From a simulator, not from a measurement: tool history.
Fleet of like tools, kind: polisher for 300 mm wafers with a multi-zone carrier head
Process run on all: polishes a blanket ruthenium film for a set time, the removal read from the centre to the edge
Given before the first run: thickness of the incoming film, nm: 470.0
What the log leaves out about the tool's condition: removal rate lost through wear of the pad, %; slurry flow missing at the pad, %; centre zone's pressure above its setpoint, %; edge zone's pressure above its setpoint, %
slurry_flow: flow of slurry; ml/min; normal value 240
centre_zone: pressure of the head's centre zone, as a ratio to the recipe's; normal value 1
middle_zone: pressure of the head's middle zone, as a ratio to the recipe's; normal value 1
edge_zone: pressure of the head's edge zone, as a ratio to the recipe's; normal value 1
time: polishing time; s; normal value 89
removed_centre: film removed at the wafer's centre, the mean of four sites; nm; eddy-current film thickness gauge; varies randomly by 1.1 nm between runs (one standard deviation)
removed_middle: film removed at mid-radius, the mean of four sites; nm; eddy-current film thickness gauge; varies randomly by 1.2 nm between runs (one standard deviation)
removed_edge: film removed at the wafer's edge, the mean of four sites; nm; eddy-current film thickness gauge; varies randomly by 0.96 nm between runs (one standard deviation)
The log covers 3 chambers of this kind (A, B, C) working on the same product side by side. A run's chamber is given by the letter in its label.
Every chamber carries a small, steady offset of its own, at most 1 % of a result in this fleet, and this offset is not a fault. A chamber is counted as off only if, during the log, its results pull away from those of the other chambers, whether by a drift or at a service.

run,day,slurry_flow,centre_zone,middle_zone,edge_zone,time,wafers polished on this pad,hours since the slurry nozzle was cleaned,hours since the centre zone pressure was calibrated,hours since the edge zone pressure was calibrated,removed_centre,removed_middle,removed_edge
1A,0.208,240,1,1,1,89,308,229.6,582.7,151.8,97.207,97.238,99.216
2B,0.321,240,1,1,1,89,510,888.3,503.1,794.3,98.464,99.316,99.81
3C,0.529,240,1,1,1,89,786,60.5,732.8,913.1,97.22,99.801,98.693
# day 0.608: chamber C: worn pad replaced by a new one
4A,0.742,240,1,1,1,89,437,242.4,595.5,164.6,99.211,97.075,99.072
# day 0.933: chamber B: slurry nozzle cleaned
5B,0.938,240,1,1,1,89,659,0.1,517.9,809.1,97.942,99.365,98.187
6C,1.038,240,1,1,1,89,103,72.7,745,925.3,97.4,98.161,99.056
7C,1.167,240,1,1,1,89,134,75.8,748.1,928.4,97.907,99.678,98.984
8B,1.354,165,1,1,0.93,89,759,10.1,527.9,819.1,94.613,93.975,92.939
# day 1.554: chamber A: slurry nozzle cleaned
9A,1.562,165,1,1,0.93,89,634,0.3,615.2,184.3,92.678,96.788,90.834
10B,1.712,165,1,1,0.93,89,846,18.7,536.5,827.7,91.823,93.59,90.228
11A,1.888,240,1,1,1,89,713,8.1,623,192.1,98.623,98.25,98.839
12C,2.075,240,1,1,1,89,353,97.6,769.9,950.2,98.139,99.831,99.441
13B,2.254,240,1,1,1,89,976,31.7,549.5,840.7,100.28,99.283,98.857
14A,2.438,240,1,1,1,89,845,21.3,636.2,205.3,99.719,99.713,97.367
15C,2.65,240,1,1,1,89,492,111.4,783.7,964,98.863,102.07,98.048
16B,2.842,240,1,1,1,89,1118,45.8,563.6,854.8,99.332,98.916,98.06
17A,2.975,240,1,0.95,1,89,975,34.2,649.1,218.2,99.003,94.999,99.748
18C,3.142,240,1,0.95,1,89,611,123.2,795.5,975.8,98.271,91.516,98.648
19A,3.329,240,1,0.95,1,89,1060,42.7,657.6,226.7,101.23,93.769,99.073
20B,3.433,240,1,1,1.11,89,1261,60,577.8,869,100.02,99.468,104.11
21C,3.612,240,1,1,1.11,89,724,134.5,806.8,987.1,97.831,100.01,103.26
22B,3.796,240,1,1,1.11,89,1348,68.7,586.5,877.7,98.87,99.506,104.19
23A,3.929,240,1.08,1,1,61,1205,57.1,672,241.1,72.153,67.501,67.718
# day 3.967: chamber C: worn pad replaced by a new one
24C,4.088,240,1.08,1,1,61,29,145.9,818.2,998.5,73.493,68.631,67.554
# day 4.1: chamber B: edge zone pressure recalibrated
# day 4.262: chamber A: worn pad replaced by a new one
25A,4.262,240,1.08,1,1,61,0,65.1,680,249.1,73.458,67.87,68.112
26B,4.425,240,1,1,1,89,1500,83.8,601.6,7.9,98.371,97.762,98.435

Decide between three cases: one chamber stands off from its peers, the gauge reading all wafers drifts, or nothing is wrong past each chamber's small offset. Where a chamber is off, say which and what most likely put it there.

No chamber is off and the gauge is stable; the differences are just each chamber's small, constant offset.

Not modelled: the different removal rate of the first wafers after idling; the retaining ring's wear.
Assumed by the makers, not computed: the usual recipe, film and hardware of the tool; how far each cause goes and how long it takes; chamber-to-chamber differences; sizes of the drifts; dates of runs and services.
